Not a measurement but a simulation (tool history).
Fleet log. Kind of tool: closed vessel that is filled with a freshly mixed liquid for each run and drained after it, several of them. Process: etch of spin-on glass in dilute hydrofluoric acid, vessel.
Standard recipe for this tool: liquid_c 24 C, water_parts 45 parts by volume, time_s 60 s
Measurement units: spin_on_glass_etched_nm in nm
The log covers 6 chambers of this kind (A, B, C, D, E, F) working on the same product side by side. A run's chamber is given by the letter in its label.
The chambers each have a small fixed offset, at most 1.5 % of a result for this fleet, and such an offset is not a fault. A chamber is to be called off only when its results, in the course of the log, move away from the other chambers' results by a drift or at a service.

run     day  liquid_c  water_parts  time_s  hours since the thermometer was replaced  hours since the hydrofluoric acid flow meter was replaced  read-back film thickness of the spin-on glass reference wafer, read on the same gauge (nm)  spin_on_glass_etched_nm
 1D   0.608        24           45      60                                       371                                                       39.8                                                                                      40.005                   36.217
 2C   1.175        24           45      60                                      59.5                                                      419.3                                                                                      40.031                   36.921
 3F   1.571        24           45      60                                     280.1                                                     1973.9                                                                                      39.995                   36.835
 4E   2.192        24           45      60                                     371.3                                                     1831.1                                                                                       40.02                   36.531
 5A   2.708        24           45      60                                    1409.2                                                     1278.7                                                                                      39.998                   37.117
 6B   3.025        24           45      60                                     348.1                                                      472.5                                                                                      40.006                   37.548
 7D     3.5        24           45      60                                     440.4                                                      109.2                                                                                      39.994                   36.196
 8C   3.912        24           45      60                                     125.2                                                        485                                                                                       39.97                   37.522
 9A   4.517        24           45      60                                    1452.6                                                     1322.1                                                                                      39.958                   36.751
10B   5.108        24           45      60                                     398.1                                                      522.5                                                                                      40.005                   37.197
11E   5.575        24           45      60                                     452.5                                                     1912.3                                                                                       39.99                   36.836
12F   5.979        24           45      60                                     385.9                                                     2079.7                                                                                      40.014                   36.965
13E   6.379        22           45      75                                     471.8                                                     1931.6                                                                                      39.973                   42.767
14B   6.704        22           45      75                                     436.4                                                      560.8                                                                                      39.988                    43.25
      6.996  -- chamber F: hydrofluoric acid flow meter replaced
15D   7.075        22           45      75                                     526.2                                                        195                                                                                      40.029                   41.881
16C   7.433        22           45      75                                     209.7                                                      569.5                                                                                      40.051                   43.492
17A   7.854        22           45      75                                    1532.7                                                     1402.2                                                                                          40                   42.757
18F   8.288        22           45      75                                     441.3                                                         31                                                                                      40.016                   43.067
19F   8.688        24           45      60                                     450.9                                                       40.6                                                                                      39.956                    36.93
20B   9.042        24           45      60                                     492.5                                                      616.9                                                                                      39.999                   37.041
21E   9.471        24           45      60                                       546                                                     2005.8                                                                                       39.98                   37.281
22D  10.067        24           45      60                                       598                                                      266.8                                                                                      39.996                   36.545
23A  10.621        24           45      60                                    1599.1                                                     1468.6                                                                                      40.019                   36.653
     10.938  -- chamber A: thermometer replaced
24C  11.067        24           45      60                                     296.9                                                      656.7                                                                                      40.028                   38.961
25F  11.567        24           45      60                                       520                                                      109.7                                                                                      40.028                   37.096
     11.729  -- chamber D: thermometer replaced
     11.792  -- chamber F: thermometer replaced
26D  12.058        24           45      60                                       7.9                                                      314.6                                                                                      40.022                   36.393
27C  12.475        24           45      60                                     330.7                                                      690.5                                                                                      39.942                   38.919
28A  12.754        24           45      60                                      43.6                                                     1519.8                                                                                      40.009                   36.878
29E  13.046        24           45      60                                     631.8                                                     2091.6                                                                                      39.984                   37.041
30B  13.571        24           45      60                                     601.2                                                      725.6                                                                                      40.014                   37.347
31F  13.958        24           45      60                                        52                                                      167.1                                                                                      39.994                   36.795
32E  14.483        24           45      60                                     666.3                                                     2126.1                                                                                      39.978                   36.996
33D  14.842        24           45      60                                      74.7                                                      381.4                                                                                       40.03                   36.272
34B  15.379        24           45      60                                     644.6                                                        769                                                                                      40.054                    37.01
35A  15.929        24           45      60                                     119.8                                                       1596                                                                                          40                   36.938
36C  16.533        24           45      60                                     428.1                                                      787.9                                                                                      40.018                   39.939
37C  17.142        24           45      60                                     442.7                                                      802.5                                                                                      40.009                   39.654
38B  17.638        24           45      60                                     698.8                                                      823.2                                                                                      39.997                   37.143

Does one chamber stand apart from the rest, does the shared gauge drift, or is all well apart from small per-chamber offsets? Give the chamber and the most likely cause, where there is one.

Little by little, chamber C moves away from the other chambers.
What lies behind it: hydrofluoric acid flow above the setpoint (%) = 8.77.
Not necessarily distinguishable in this log from: liquid hotter than its thermometer reads (K).

Which of the 4 candidates below, each the usual settings with something changed and its results left as question marks, puts chamber C back in line with what the other chambers give on the usual settings?
Maximum distance from the other chambers' mean on the usual settings for a result to count as in line: spin_on_glass_etched_nm 0.94 nm
39C-1  18.092        20           45      60                                                                                                                                                                                                                         ?
39C-2  18.092      24.5           45      70                                                                                                                                                                                                                         ?
39C-3  18.092        26           45      60                                                                                                                                                                                                                         ?
39C-4  18.092        24           45      55                                                                                                                                                                                                                         ?

Average result of the remaining chambers running the usual settings: spin_on_glass_etched_nm 36.959 nm
  run  spin_on_glass_etched_nm
39C-1                   33.937
39C-2                   47.974
39C-3                   43.768
39C-4                   36.907
39C-4 brings the chamber back in line.

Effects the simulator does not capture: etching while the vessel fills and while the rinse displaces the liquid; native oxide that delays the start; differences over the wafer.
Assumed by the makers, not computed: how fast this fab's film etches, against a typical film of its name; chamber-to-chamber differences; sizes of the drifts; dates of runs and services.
